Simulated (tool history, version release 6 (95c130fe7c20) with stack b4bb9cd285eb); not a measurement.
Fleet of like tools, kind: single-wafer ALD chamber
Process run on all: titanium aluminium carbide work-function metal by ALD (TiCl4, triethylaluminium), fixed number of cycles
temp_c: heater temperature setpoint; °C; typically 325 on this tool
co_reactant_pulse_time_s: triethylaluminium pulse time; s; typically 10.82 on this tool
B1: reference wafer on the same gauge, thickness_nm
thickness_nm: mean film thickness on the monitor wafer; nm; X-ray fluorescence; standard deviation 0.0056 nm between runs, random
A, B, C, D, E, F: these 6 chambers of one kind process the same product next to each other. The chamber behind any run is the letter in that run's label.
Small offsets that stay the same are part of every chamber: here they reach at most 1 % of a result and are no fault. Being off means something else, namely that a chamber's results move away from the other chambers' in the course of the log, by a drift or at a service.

run 1A hour=4.9 | temp_c=325 co_reactant_pulse_time_s=10.82 | B1=1.92 | thickness_nm=2.2369
run 2E hour=14.4 | temp_c=325 co_reactant_pulse_time_s=10.82 | B1=1.9203 | thickness_nm=2.2186
run 3B hour=23.1 | temp_c=325 co_reactant_pulse_time_s=10.82 | B1=1.9205 | thickness_nm=2.2578
run 4F hour=33.6 | temp_c=325 co_reactant_pulse_time_s=10.82 | B1=1.9208 | thickness_nm=2.2323
run 5D hour=42.4 | temp_c=325 co_reactant_pulse_time_s=10.82 | B1=1.92 | thickness_nm=2.2395
run 6C hour=53.5 | temp_c=325 co_reactant_pulse_time_s=10.82 | B1=1.9185 | thickness_nm=2.2329
-- hour=62.7 chamber A: thermocouple changed; heater temperature recalibrated
run 7C hour=64.3 | temp_c=325 co_reactant_pulse_time_s=10.82 | B1=1.9211 | thickness_nm=2.2292
run 8D hour=71.9 | temp_c=325 co_reactant_pulse_time_s=10.82 | B1=1.9198 | thickness_nm=2.2437
run 9E hour=81.4 | temp_c=325 co_reactant_pulse_time_s=10.82 | B1=1.9191 | thickness_nm=2.2328
run 10F hour=90 | temp_c=325 co_reactant_pulse_time_s=10.82 | B1=1.92 | thickness_nm=2.2407
run 11B hour=98.6 | temp_c=325 co_reactant_pulse_time_s=10.82 | B1=1.9195 | thickness_nm=2.262
-- hour=99.4 chamber E: thermocouple changed; heater temperature recalibrated
run 12A hour=105.2 | temp_c=325 co_reactant_pulse_time_s=10.82 | B1=1.9206 | thickness_nm=2.2227
run 13F hour=114.4 | temp_c=325 co_reactant_pulse_time_s=10.82 | B1=1.9207 | thickness_nm=2.2303
run 14E hour=122.5 | temp_c=325 co_reactant_pulse_time_s=10.82 | B1=1.9202 | thickness_nm=2.2257
run 15C hour=130 | temp_c=325 co_reactant_pulse_time_s=10.82 | B1=1.9208 | thickness_nm=2.2488
run 16A hour=137.6 | temp_c=325 co_reactant_pulse_time_s=10.82 | B1=1.9191 | thickness_nm=2.2273
run 17B hour=148.7 | temp_c=325 co_reactant_pulse_time_s=10.82 | B1=1.9184 | thickness_nm=2.2637
run 18D hour=155.8 | temp_c=325 co_reactant_pulse_time_s=10.82 | B1=1.9193 | thickness_nm=2.239
-- hour=156.2 chamber F: thermocouple changed; heater temperature recalibrated
run 19A hour=161.7 | temp_c=325 co_reactant_pulse_time_s=10.82 | B1=1.9204 | thickness_nm=2.2376
run 20E hour=171.7 | temp_c=325 co_reactant_pulse_time_s=10.82 | B1=1.9207 | thickness_nm=2.2371
run 21D hour=178.4 | temp_c=325 co_reactant_pulse_time_s=10.82 | B1=1.9214 | thickness_nm=2.2394
-- hour=187.2 chamber C: triethylaluminium bottle replaced
run 22C hour=188.8 | temp_c=314 co_reactant_pulse_time_s=7.49 | B1=1.921 | thickness_nm=2.0331
run 23F hour=198.7 | temp_c=314 co_reactant_pulse_time_s=7.49 | B1=1.9197 | thickness_nm=2.0242
run 24B hour=208.5 | temp_c=314 co_reactant_pulse_time_s=7.49 | B1=1.9192 | thickness_nm=2.0194
run 25E hour=218.4 | temp_c=314 co_reactant_pulse_time_s=7.49 | B1=1.919 | thickness_nm=2.0221
-- hour=221.5 chamber F: triethylaluminium bottle replaced
run 26C hour=225.3 | temp_c=314 co_reactant_pulse_time_s=7.49 | B1=1.9191 | thickness_nm=2.0189
run 27F hour=234.6 | temp_c=314 co_reactant_pulse_time_s=7.49 | B1=1.9203 | thickness_nm=2.0372
-- hour=243 chamber E: triethylaluminium bottle replaced
run 28D hour=245 | temp_c=325 co_reactant_pulse_time_s=10.82 | B1=1.9199 | thickness_nm=2.236
run 29B hour=254.6 | temp_c=325 co_reactant_pulse_time_s=10.82 | B1=1.9199 | thickness_nm=2.2298
run 30A hour=265.5 | temp_c=325 co_reactant_pulse_time_s=10.82 | B1=1.9205 | thickness_nm=2.2332
run 31C hour=274.6 | temp_c=325 co_reactant_pulse_time_s=7.16 | B1=1.9187 | thickness_nm=2.1014
run 32D hour=283.5 | temp_c=325 co_reactant_pulse_time_s=7.16 | B1=1.9193 | thickness_nm=2.092
run 33F hour=294.1 | temp_c=325 co_reactant_pulse_time_s=7.16 | B1=1.9206 | thickness_nm=2.0913
run 34A hour=302.6 | temp_c=325 co_reactant_pulse_time_s=7.16 | B1=1.918 | thickness_nm=2.0917
run 35B hour=313.3 | temp_c=325 co_reactant_pulse_time_s=7.16 | B1=1.9205 | thickness_nm=2.0106
run 36E hour=318.7 | temp_c=325 co_reactant_pulse_time_s=7.16 | B1=1.9213 | thickness_nm=2.0968
run 37F hour=328.1 | temp_c=325 co_reactant_pulse_time_s=10.82 | B1=1.92 | thickness_nm=2.2408
run 38E hour=335 | temp_c=325 co_reactant_pulse_time_s=8.31 | B1=1.9196 | thickness_nm=2.1531

What goes on in this fleet: one chamber off, a drifting gauge, or nothing beyond the chambers' own small offsets? Name the chamber and the cause, if any.

It is chamber B that slowly wanders off from its peers.
What lies behind it: triethylaluminium dose below that of a fresh bottle (%) = 20.8.
It could be hard to tell apart here from: wafer temperature below the value expected at the setpoint (K).

Which of the 4 candidates below, each the usual settings with something changed and its results left as question marks, puts chamber B back in line with what the other chambers give on the usual settings?
In line here means within this much of the mean the other chambers give on the usual settings: thickness_nm 0.02 nm
run 39B-1 hour=343 | temp_c=334 co_reactant_pulse_time_s=10.82 | thickness_nm=?
run 39B-2 hour=343 | temp_c=321 co_reactant_pulse_time_s=9.49 | thickness_nm=?
run 39B-3 hour=343 | temp_c=330 co_reactant_pulse_time_s=10.82 | thickness_nm=?
run 39B-4 hour=343 | temp_c=323 co_reactant_pulse_time_s=10.13 | thickness_nm=?

On the usual settings, the other chambers give on average: thickness_nm 2.2349 nm
run=39B-1 thickness_nm=2.2698
run=39B-2 thickness_nm=2.1062
run=39B-3 thickness_nm=2.2351
run=39B-4 thickness_nm=2.1501
Change 39B-3 lands the chamber within the allowed miss of the other chambers.

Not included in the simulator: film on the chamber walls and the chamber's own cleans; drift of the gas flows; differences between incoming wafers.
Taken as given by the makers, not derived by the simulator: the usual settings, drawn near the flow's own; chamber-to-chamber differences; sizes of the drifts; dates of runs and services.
